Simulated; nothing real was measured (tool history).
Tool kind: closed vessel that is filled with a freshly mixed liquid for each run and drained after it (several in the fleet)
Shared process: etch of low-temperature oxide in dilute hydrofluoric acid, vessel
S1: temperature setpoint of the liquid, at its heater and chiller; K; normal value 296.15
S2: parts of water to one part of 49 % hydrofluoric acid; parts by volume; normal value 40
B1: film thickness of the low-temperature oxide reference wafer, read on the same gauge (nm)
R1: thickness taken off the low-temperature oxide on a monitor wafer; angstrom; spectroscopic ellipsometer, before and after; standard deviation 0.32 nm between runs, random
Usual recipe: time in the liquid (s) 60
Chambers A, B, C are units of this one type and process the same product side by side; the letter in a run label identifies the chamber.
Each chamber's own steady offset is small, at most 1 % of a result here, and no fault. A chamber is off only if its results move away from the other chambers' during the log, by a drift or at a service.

run 1B hour=4.7 | S1=296.15 S2=40 time_in_the_liquid_(s)=60 | B1=50.015 | R1=369.07
run 2A hour=8.4 | S1=296.15 S2=40 time_in_the_liquid_(s)=60 | B1=49.988 | R1=365.21
run 3C hour=12.4 | S1=296.15 S2=40 time_in_the_liquid_(s)=60 | B1=50.018 | R1=366.8
run 4A hour=16.9 | S1=296.15 S2=40 time_in_the_liquid_(s)=60 | B1=50.013 | R1=365.68
run 5B hour=19.5 | S1=296.15 S2=40 time_in_the_liquid_(s)=60 | B1=50.011 | R1=371.75
run 6C hour=22.3 | S1=296.15 S2=40 time_in_the_liquid_(s)=60 | B1=50.014 | R1=362.53
run 7C hour=26.1 | S1=296.15 S2=40 time_in_the_liquid_(s)=60 | B1=49.983 | R1=360.12
run 8A hour=30.6 | S1=296.15 S2=40 time_in_the_liquid_(s)=60 | B1=50 | R1=366.46
run 9B hour=35.4 | S1=296.15 S2=40 time_in_the_liquid_(s)=60 | B1=49.99 | R1=363.65
run 10C hour=37.9 | S1=296.15 S2=40 time_in_the_liquid_(s)=60 | B1=49.981 | R1=374.52
run 11B hour=41.6 | S1=296.15 S2=40 time_in_the_liquid_(s)=60 | B1=50.014 | R1=369.24
run 12A hour=44.6 | S1=296.15 S2=40 time_in_the_liquid_(s)=60 | B1=50.007 | R1=364.61
run 13B hour=49.6 | S1=296.15 S2=20 time_in_the_liquid_(s)=75 | B1=50.011 | R1=967.76
run 14C hour=53.7 | S1=296.15 S2=20 time_in_the_liquid_(s)=75 | B1=49.986 | R1=985.09
run 15A hour=56 | S1=296.15 S2=20 time_in_the_liquid_(s)=75 | B1=49.999 | R1=926.92
run 16A hour=58.6 | S1=296.15 S2=40 time_in_the_liquid_(s)=60 | B1=49.955 | R1=366.9
run 17C hour=61.6 | S1=296.15 S2=40 time_in_the_liquid_(s)=60 | B1=50.027 | R1=387.44
run 18B hour=65.2 | S1=296.15 S2=40 time_in_the_liquid_(s)=60 | B1=49.983 | R1=371.88
run 19C hour=68 | S1=296.15 S2=30 time_in_the_liquid_(s)=60 | B1=49.957 | R1=543.09
run 20B hour=72.8 | S1=296.15 S2=30 time_in_the_liquid_(s)=60 | B1=49.994 | R1=500.03
run 21A hour=75.5 | S1=296.15 S2=30 time_in_the_liquid_(s)=60 | B1=50.038 | R1=486.85
run 22B hour=78.1 | S1=296.15 S2=40 time_in_the_liquid_(s)=60 | B1=49.989 | R1=375.66
run 23A hour=82.7 | S1=296.15 S2=40 time_in_the_liquid_(s)=60 | B1=50.017 | R1=358.92

What goes on in this fleet: one chamber off, a drifting gauge, or nothing beyond the chambers' own small offsets? Name the chamber and the cause, if any.

One chamber, C, drifts off from the rest bit by bit.
Most likely cause: hydrofluoric acid flow above the setpoint (%) = 11.9.
The log might look much the same if the cause were instead: liquid hotter than its thermometer reads (K).

Which of the 4 candidates below, each the usual settings with something changed and its results left as question marks, puts chamber C back in line with what the other chambers give on the usual settings?
In-line tolerance around the mean of the other chambers on the usual settings: R1 11 angstrom
run 24C-1 hour=86.5 | S1=298.65 S2=40 time_in_the_liquid_(s)=60 | R1=?
run 24C-2 hour=86.5 | S1=296.65 S2=40 time_in_the_liquid_(s)=70 | R1=?
run 24C-3 hour=86.5 | S1=292.15 S2=40 time_in_the_liquid_(s)=60 | R1=?
run 24C-4 hour=86.5 | S1=293.65 S2=40 time_in_the_liquid_(s)=60 | R1=?

Mean of the other chambers on the usual settings: R1 366.47 angstrom
run=24C-1 R1=453.32
run=24C-2 R1=486.37
run=24C-3 R1=343.86
run=24C-4 R1=366.92
The answer is 24C-4, which returns the chamber to within the allowed miss of the others.
